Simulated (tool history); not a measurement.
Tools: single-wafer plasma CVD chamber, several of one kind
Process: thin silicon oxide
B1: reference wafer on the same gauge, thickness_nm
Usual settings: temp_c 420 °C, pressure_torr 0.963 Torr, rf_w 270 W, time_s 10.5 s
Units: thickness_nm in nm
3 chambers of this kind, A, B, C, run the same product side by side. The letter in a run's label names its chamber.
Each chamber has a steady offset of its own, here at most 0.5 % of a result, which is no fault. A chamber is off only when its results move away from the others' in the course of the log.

{"run": "1C", "hour": 5.8, "temp_c": 420, "pressure_torr": 0.963, "rf_w": 270, "time_s": 10.5, "B1": 25.115, "thickness_nm": 21.428}
{"run": "2A", "hour": 11.5, "temp_c": 420, "pressure_torr": 0.963, "rf_w": 270, "time_s": 10.5, "B1": 25.106, "thickness_nm": 21.31}
{"run": "3B", "hour": 16.9, "temp_c": 420, "pressure_torr": 0.963, "rf_w": 270, "time_s": 10.5, "B1": 25.102, "thickness_nm": 21.274}
{"run": "4A", "hour": 21.4, "temp_c": 420, "pressure_torr": 0.963, "rf_w": 270, "time_s": 10.5, "B1": 25.101, "thickness_nm": 21.263}
{"hour": 24.5, "done": "chamber C: thermocouple changed; heater temperature recalibrated"}
{"run": "5B", "hour": 27.6, "temp_c": 420, "pressure_torr": 0.963, "rf_w": 270, "time_s": 10.5, "B1": 25.117, "thickness_nm": 21.32}
{"run": "6C", "hour": 32.1, "temp_c": 420, "pressure_torr": 0.963, "rf_w": 270, "time_s": 10.5, "B1": 25.095, "thickness_nm": 21.533}
{"run": "7B", "hour": 37.6, "temp_c": 426, "pressure_torr": 0.963, "rf_w": 270, "time_s": 10.5, "B1": 25.103, "thickness_nm": 21.171}
{"run": "8A", "hour": 42.2, "temp_c": 426, "pressure_torr": 0.963, "rf_w": 270, "time_s": 10.5, "B1": 25.107, "thickness_nm": 21.127}
{"run": "9C", "hour": 48.3, "temp_c": 426, "pressure_torr": 0.963, "rf_w": 270, "time_s": 10.5, "B1": 25.113, "thickness_nm": 21.397}
{"run": "10A", "hour": 52.9, "temp_c": 420, "pressure_torr": 0.963, "rf_w": 270, "time_s": 10.5, "B1": 25.098, "thickness_nm": 21.212}
{"run": "11C", "hour": 58.0, "temp_c": 420, "pressure_torr": 0.963, "rf_w": 270, "time_s": 10.5, "B1": 25.09, "thickness_nm": 21.415}
{"run": "12B", "hour": 62.3, "temp_c": 420, "pressure_torr": 0.963, "rf_w": 270, "time_s": 10.5, "B1": 25.096, "thickness_nm": 21.234}
{"run": "13C", "hour": 65.4, "temp_c": 420, "pressure_torr": 0.963, "rf_w": 270, "time_s": 10.5, "B1": 25.112, "thickness_nm": 21.363}
{"run": "14A", "hour": 69.7, "temp_c": 420, "pressure_torr": 0.963, "rf_w": 270, "time_s": 10.5, "B1": 25.082, "thickness_nm": 21.151}
{"run": "15B", "hour": 75.5, "temp_c": 420, "pressure_torr": 0.963, "rf_w": 270, "time_s": 10.5, "B1": 25.123, "thickness_nm": 21.406}
{"run": "16C", "hour": 80.2, "temp_c": 420, "pressure_torr": 0.963, "rf_w": 270, "time_s": 10.5, "B1": 25.106, "thickness_nm": 21.446}
{"run": "17B", "hour": 85.8, "temp_c": 420, "pressure_torr": 0.963, "rf_w": 270, "time_s": 10.5, "B1": 25.103, "thickness_nm": 21.356}
{"run": "18A", "hour": 90.2, "temp_c": 420, "pressure_torr": 0.963, "rf_w": 270, "time_s": 10.5, "B1": 25.1, "thickness_nm": 20.851}
{"run": "19C", "hour": 92.9, "temp_c": 420, "pressure_torr": 0.963, "rf_w": 270, "time_s": 10.5, "B1": 25.094, "thickness_nm": 21.473}
{"run": "20B", "hour": 98.1, "temp_c": 420, "pressure_torr": 0.963, "rf_w": 270, "time_s": 10.5, "B1": 25.092, "thickness_nm": 21.255}
{"run": "21A", "hour": 102.4, "temp_c": 420, "pressure_torr": 0.963, "rf_w": 220, "time_s": 10.5, "B1": 25.1, "thickness_nm": 19.175}
{"run": "22C", "hour": 108.6, "temp_c": 420, "pressure_torr": 0.963, "rf_w": 220, "time_s": 10.5, "B1": 25.11, "thickness_nm": 19.577}
{"run": "23A", "hour": 113.5, "temp_c": 420, "pressure_torr": 0.963, "rf_w": 220, "time_s": 10.5, "B1": 25.089, "thickness_nm": 19.073}
{"run": "24B", "hour": 118.1, "temp_c": 420, "pressure_torr": 0.963, "rf_w": 270, "time_s": 10.5, "B1": 25.091, "thickness_nm": 21.163}
{"run": "25A", "hour": 121.1, "temp_c": 420, "pressure_torr": 0.963, "rf_w": 270, "time_s": 10.5, "B1": 25.081, "thickness_nm": 20.829}

Next, every chamber runs the same settings. What will each give?
{"run": "26A", "hour": 125.5, "temp_c": 431, "pressure_torr": 0.963, "rf_w": 270, "time_s": 10.5, "thickness_nm": "?"}
{"run": "26B", "hour": 125.5, "temp_c": 431, "pressure_torr": 0.963, "rf_w": 270, "time_s": 10.5, "thickness_nm": "?"}
{"run": "26C", "hour": 125.5, "temp_c": 431, "pressure_torr": 0.963, "rf_w": 270, "time_s": 10.5, "thickness_nm": "?"}

run=26A thickness_nm=20.74
run=26B thickness_nm=21
run=26C thickness_nm=21.42
